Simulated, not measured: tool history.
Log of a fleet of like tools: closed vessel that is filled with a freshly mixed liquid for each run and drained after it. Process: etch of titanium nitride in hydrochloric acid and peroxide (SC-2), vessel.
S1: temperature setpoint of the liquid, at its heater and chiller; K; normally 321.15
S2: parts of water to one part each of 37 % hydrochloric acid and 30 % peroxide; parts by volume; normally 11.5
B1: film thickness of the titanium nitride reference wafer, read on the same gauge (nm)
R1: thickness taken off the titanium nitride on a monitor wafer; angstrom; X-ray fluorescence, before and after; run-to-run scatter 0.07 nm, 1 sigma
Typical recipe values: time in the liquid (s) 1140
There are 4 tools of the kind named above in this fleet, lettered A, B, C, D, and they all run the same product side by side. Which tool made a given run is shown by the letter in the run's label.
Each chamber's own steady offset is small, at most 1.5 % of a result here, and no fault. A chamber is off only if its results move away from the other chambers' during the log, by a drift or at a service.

Run 1A, day 0.354: usual settings; B1 60.007. Result: R1 123.860 angstrom.
Run 2B, day 0.704: usual settings; B1 60.010. Result: R1 119.540 angstrom.
Run 3D, day 0.992: usual settings; B1 60.007. Result: R1 122.410 angstrom.
Run 4C, day 1.275: usual settings; B1 59.964. Result: R1 123.610 angstrom.
Run 5D, day 1.654: usual settings but S2 9.0 parts by volume; B1 59.994. Result: R1 149.780 angstrom.
Run 6C, day 2.021: usual settings but S2 9.0 parts by volume; B1 59.992. Result: R1 149.550 angstrom.
Run 7B, day 2.296: usual settings but S2 9.0 parts by volume; B1 60.027. Result: R1 149.830 angstrom.
Run 8A, day 2.642: usual settings but S2 9.0 parts by volume; B1 59.998. Result: R1 150.300 angstrom.
Run 9D, day 2.862: usual settings; B1 59.987. Result: R1 122.810 angstrom.
Run 10A, day 3.192: usual settings but S1 315.65 K; B1 60.018. Result: R1 85.816 angstrom.
Run 11C, day 3.529: usual settings but S1 315.65 K; B1 59.983. Result: R1 84.590 angstrom.
Run 12B, day 3.783: usual settings but S1 315.65 K; B1 59.982. Result: R1 82.746 angstrom.
Run 13C, day 4.196: usual settings but S1 315.65 K; B1 60.028. Result: R1 84.359 angstrom.
At day 4.300: chamber B: new drum of peroxide connected.
Run 14A, day 4.379: usual settings; B1 59.990. Result: R1 124.160 angstrom.
Run 15D, day 4.571: usual settings; B1 60.002. Result: R1 123.110 angstrom.
Run 16B, day 4.879: usual settings; B1 60.008. Result: R1 122.160 angstrom.
At day 4.917: chamber A: chemicals flow meter replaced.
Run 17B, day 5.129: usual settings; B1 60.008. Result: R1 120.220 angstrom.
Run 18C, day 5.446: usual settings; B1 60.023. Result: R1 124.370 angstrom.
Run 19A, day 5.846: usual settings; B1 60.014. Result: R1 124.220 angstrom.
Run 20D, day 6.242: usual settings; B1 59.983. Result: R1 122.230 angstrom.
Run 21D, day 6.554: usual settings; B1 59.982. Result: R1 121.610 angstrom.
Run 22A, day 6.788: usual settings; B1 59.995. Result: R1 123.700 angstrom.
Run 23B, day 7.092: usual settings; B1 59.988. Result: R1 122.120 angstrom.
At day 7.162: chamber D: new drum of peroxide connected.
Run 24C, day 7.488: usual settings; B1 60.005. Result: R1 127.090 angstrom.
Run 25C, day 7.762: usual settings; B1 59.981. Result: R1 125.640 angstrom.
Run 26B, day 8.054: usual settings; B1 59.978. Result: R1 120.400 angstrom.
Run 27D, day 8.467: usual settings; B1 59.994. Result: R1 123.350 angstrom.
Run 28A, day 8.783: usual settings but time in the liquid (s) 1345; B1 59.989. Result: R1 145.160 angstrom.
Run 29B, day 9.167: usual settings but time in the liquid (s) 1345; B1 60.003. Result: R1 143.120 angstrom.
Run 30A, day 9.388: usual settings but time in the liquid (s) 1345; B1 60.004. Result: R1 145.550 angstrom.
At day 9.688: chamber C: thermometer replaced.
Run 31D, day 9.750: usual settings but time in the liquid (s) 1345; B1 60.032. Result: R1 144.820 angstrom.
At day 9.900: chamber B: chemicals flow meter replaced.
Run 32C, day 9.958: usual settings; B1 59.995. Result: R1 128.440 angstrom.
Run 33B, day 10.358: usual settings but time in the liquid (s) 1795; B1 59.987. Result: R1 190.020 angstrom.
Run 34C, day 10.721: usual settings but time in the liquid (s) 1795; B1 59.992. Result: R1 203.220 angstrom.

The same settings go to every chamber for the next run, one line per chamber below. Forecast the results for each:
Run 35A, day 11.017: usual settings but time in the liquid (s) 1705. Result: R1 ?.
Run 35B, day 11.017: usual settings but time in the liquid (s) 1705. Result: R1 ?.
Run 35C, day 11.017: usual settings but time in the liquid (s) 1705. Result: R1 ?.
Run 35D, day 11.017: usual settings but time in the liquid (s) 1705. Result: R1 ?.

run       R1
35A  185.000
35B  179.000
35C  192.760
35D  186.360
